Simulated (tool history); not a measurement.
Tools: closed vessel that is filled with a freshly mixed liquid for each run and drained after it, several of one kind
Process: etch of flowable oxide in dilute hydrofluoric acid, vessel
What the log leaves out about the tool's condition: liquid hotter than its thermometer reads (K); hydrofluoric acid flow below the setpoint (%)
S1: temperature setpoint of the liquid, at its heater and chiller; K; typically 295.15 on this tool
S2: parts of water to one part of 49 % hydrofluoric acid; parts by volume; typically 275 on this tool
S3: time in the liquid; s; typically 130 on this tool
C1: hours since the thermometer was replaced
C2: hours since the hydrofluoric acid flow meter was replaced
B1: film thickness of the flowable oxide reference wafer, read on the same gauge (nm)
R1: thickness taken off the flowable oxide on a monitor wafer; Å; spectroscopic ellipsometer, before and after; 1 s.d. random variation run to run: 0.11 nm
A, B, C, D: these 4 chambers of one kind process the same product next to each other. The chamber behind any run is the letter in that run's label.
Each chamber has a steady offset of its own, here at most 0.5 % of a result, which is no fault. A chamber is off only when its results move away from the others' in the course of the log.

| run | hour | S1 | S2 | S3 | C1 | C2 | B1 | R1 |
|---|---|---|---|---|---|---|---|---|
| 1D | 6.8 | 295.15 | 275 | 130 | 2506.2 | 893.7 | 129.98 | 109.32 |
| 2A | 20.8 | 295.15 | 275 | 130 | 2278.7 | 656.4 | 130 | 108.45 |
| 3B | 33.1 | 295.15 | 275 | 130 | 105.6 | 984.4 | 129.98 | 111.73 |
| 4C | 40.3 | 295.15 | 275 | 130 | 300.3 | 352.7 | 130 | 110.37 |
| 5B | 48.9 | 295.15 | 275 | 130 | 121.4 | 1000.2 | 129.99 | 110.54 |
| 6D | 60.6 | 293.65 | 275 | 100 | 2560 | 947.5 | 129.99 | 80.745 |
| 7C | 74.7 | 293.65 | 275 | 100 | 334.7 | 387.1 | 130.02 | 81.485 |
| 8A | 83.2 | 293.65 | 275 | 100 | 2341.1 | 718.8 | 130.01 | 81.109 |
| 9D | 90.2 | 293.65 | 275 | 100 | 2589.6 | 977.1 | 130.01 | 80.138 |
| 10C | 103.9 | 295.15 | 275 | 130 | 363.9 | 416.3 | 130.01 | 108.71 |
| 11A | 114.7 | 295.15 | 230 | 200 | 2372.6 | 750.3 | 129.98 | 209.14 |
| 12B | 129.6 | 295.15 | 230 | 200 | 202.1 | 1080.9 | 130 | 208.59 |
| 13D | 139.4 | 295.15 | 230 | 200 | 2638.8 | 1026.3 | 129.99 | 210.55 |
| 14B | 150 | 295.15 | 230 | 200 | 222.5 | 1101.3 | 130.01 | 209.23 |
| 15C | 162.6 | 295.15 | 275 | 130 | 422.6 | 475 | 130 | 111.61 |
|  | 172.3 | chamber C: hydrofluoric acid flow meter replaced |
| 16A | 176.6 | 295.15 | 275 | 130 | 2434.5 | 812.2 | 129.99 | 111.08 |
| 17B | 188.5 | 295.15 | 275 | 130 | 261 | 1139.8 | 129.99 | 105.1 |
| 18D | 199.8 | 295.15 | 275 | 130 | 2699.2 | 1086.7 | 130 | 110.5 |
|  | 201.3 | chamber D: thermometer replaced |
| 19A | 207.9 | 295.15 | 275 | 130 | 2465.8 | 843.5 | 130 | 110.86 |
| 20C | 217.5 | 295.15 | 275 | 130 | 477.5 | 45.2 | 130.01 | 111.46 |
| 21C | 229.2 | 295.15 | 275 | 130 | 489.2 | 56.9 | 130 | 111.57 |
| 22D | 242.7 | 295.15 | 150 | 185 | 41.5 | 1129.6 | 130.01 | 327.81 |
|  | 252.3 | chamber A: hydrofluoric acid flow meter replaced |
| 23B | 257.5 | 295.15 | 150 | 185 | 330 | 1208.8 | 129.98 | 306.23 |
| 24A | 268.8 | 295.15 | 150 | 185 | 2526.7 | 16.6 | 130 | 329.21 |
| 25C | 284.4 | 295.15 | 150 | 185 | 544.4 | 112.1 | 130 | 333.58 |
| 26A | 297.9 | 295.15 | 275 | 130 | 2555.8 | 45.7 | 129.99 | 110.63 |

Decide between three cases: one chamber stands off from its peers, the gauge reading all wafers drifts, or nothing is wrong past each chamber's small offset. Where a chamber is off, say which and what most likely put it there.

Little by little, chamber B moves away from the other chambers.
What lies behind it: hydrofluoric acid flow below the setpoint (%) = 6.61.
Not necessarily distinguishable in this log from: liquid colder than its thermometer reads (K).

Here are 4 candidates for chamber B's next run, each the usual settings with a change, their results left as question marks. Which one brings its results back in line with what the others give on the usual settings?
Allowed miss from the other chambers' usual-settings mean, per result, to count as in line: R1 3.8 Å
| 27B-1 | 309 | 292.65 | 275 | 130 |  |  |  | ? |
| 27B-2 | 309 | 295.15 | 290 | 120 |  |  |  | ? |
| 27B-3 | 309 | 295.15 | 260 | 130 |  |  |  | ? |
| 27B-4 | 309 | 295.15 | 260 | 140 |  |  |  | ? |

Mean of the other chambers on the usual settings: R1 110.88 Å
| run | R1 |
|---|---|
| 27B-1 | 92.737 |
| 27B-2 | 87.468 |
| 27B-3 | 109.15 |
| 27B-4 | 117.55 |
27B-3 is the one that brings the chamber's results back in line with the other chambers.
